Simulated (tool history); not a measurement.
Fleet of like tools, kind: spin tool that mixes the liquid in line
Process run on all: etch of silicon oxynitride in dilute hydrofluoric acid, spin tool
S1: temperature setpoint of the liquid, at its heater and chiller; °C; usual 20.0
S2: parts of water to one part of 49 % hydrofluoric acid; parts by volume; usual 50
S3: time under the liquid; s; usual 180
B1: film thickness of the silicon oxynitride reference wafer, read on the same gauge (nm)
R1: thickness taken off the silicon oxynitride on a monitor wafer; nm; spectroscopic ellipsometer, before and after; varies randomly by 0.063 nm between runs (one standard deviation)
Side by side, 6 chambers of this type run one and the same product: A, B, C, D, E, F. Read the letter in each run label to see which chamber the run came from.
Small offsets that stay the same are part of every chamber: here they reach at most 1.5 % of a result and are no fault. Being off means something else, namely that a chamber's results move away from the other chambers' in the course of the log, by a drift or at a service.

run,day,S1,S2,S3,B1,R1
1F,0.279,20.0,50,180,69.990,7.7682
2A,0.588,20.0,50,180,69.985,7.6525
3E,1.104,20.0,50,180,70.007,7.5707
4D,1.475,20.0,50,180,70.016,7.7582
5B,2.050,20.0,50,180,69.997,7.6720
6C,2.367,20.0,50,180,70.005,7.8106
7C,2.683,20.0,50,180,70.000,7.8187
8A,3.321,20.0,50,180,69.982,7.6612
9D,3.875,22.5,70,180,69.972,6.0712
10B,4.475,22.5,70,180,70.004,6.2110
# day 4.588: chamber E: hydrofluoric acid flow meter replaced
11F,5.079,22.5,70,180,69.977,6.1217
12E,5.671,22.5,70,180,69.977,6.2495
13F,6.000,22.5,70,180,70.031,6.1699
# day 6.308: chamber F: hydrofluoric acid flow meter replaced
14A,6.333,22.5,70,180,70.001,6.0694
15C,6.608,20.0,50,180,70.022,7.7238
# day 6.712: chamber B: thermometer replaced
# day 6.721: chamber D: hydrofluoric acid flow meter replaced
16E,6.954,20.0,50,180,70.002,7.7371
17D,7.296,20.0,50,180,69.990,7.6832
18B,7.708,20.0,50,180,70.004,7.7021
# day 7.996: chamber F: thermometer replaced
19E,8.208,20.0,50,180,70.015,7.8732
20D,8.671,20.0,50,180,69.993,7.8675
21C,9.067,20.0,50,180,70.006,7.7741
22B,9.600,20.0,50,180,69.997,7.7025
23F,9.896,20.0,50,180,69.973,7.7074
24A,10.175,20.0,50,180,70.023,7.5522
25B,10.471,22.0,50,110,69.999,5.2380
26D,11.092,22.0,50,110,69.993,5.2040
27F,11.396,22.0,50,110,70.021,5.2025
28C,11.875,22.0,50,110,70.002,5.2413
29A,12.429,22.0,50,110,70.020,5.0521
30E,12.983,22.0,50,110,70.002,5.2427
# day 13.412: chamber E: thermometer replaced
# day 13.467: chamber D: thermometer replaced
31C,13.471,20.0,50,180,69.999,7.7574
# day 13.925: chamber B: hydrofluoric acid flow meter replaced
32B,13.962,20.0,50,180,70.005,7.7737
33A,14.521,20.0,50,180,69.980,7.4792
34E,15.150,20.0,50,180,69.993,7.7691
35D,15.629,20.0,50,180,69.976,7.9299
36F,15.946,20.0,50,180,69.991,7.7724
37A,16.429,20.0,50,180,69.998,7.3674
38E,16.938,20.0,50,180,70.020,7.7103
39B,17.425,20.0,50,180,69.991,7.6471
40F,18.029,20.0,50,180,69.980,7.7606
41D,18.642,20.0,50,180,70.016,7.8330
42C,18.938,17.0,50,245,69.983,9.0134
43A,19.475,17.0,50,245,69.996,8.6368

Is one chamber off against the others, does the gauge drift, or is nothing wrong? If a chamber is off, say which, and what the likeliest cause is.

It is chamber A that slowly wanders off from its peers.
Likeliest cause: liquid colder than its thermometer reads (K) = 0.888.
The log may not separate it from: hydrofluoric acid flow below the setpoint (%).

Here are 4 candidates for chamber A's next run, each the usual settings with a change, their results left as question marks. Which one brings its results back in line with what the others give on the usual settings?
In line here means within this much of the mean the other chambers give on the usual settings: R1 0.2200 nm
44A-1,19.933,17.5,50,180,,?
44A-2,19.933,20.0,50,170,,?
44A-3,19.933,20.0,45,180,,?
44A-4,19.933,20.0,50,190,,?

The mean the other chambers reach with the usual settings: R1 7.7423 nm
run,R1
44A-1,6.4651
44A-2,6.9353
44A-3,8.1993
44A-4,7.7512
The answer is 44A-4, which returns the chamber to within the allowed miss of the others.
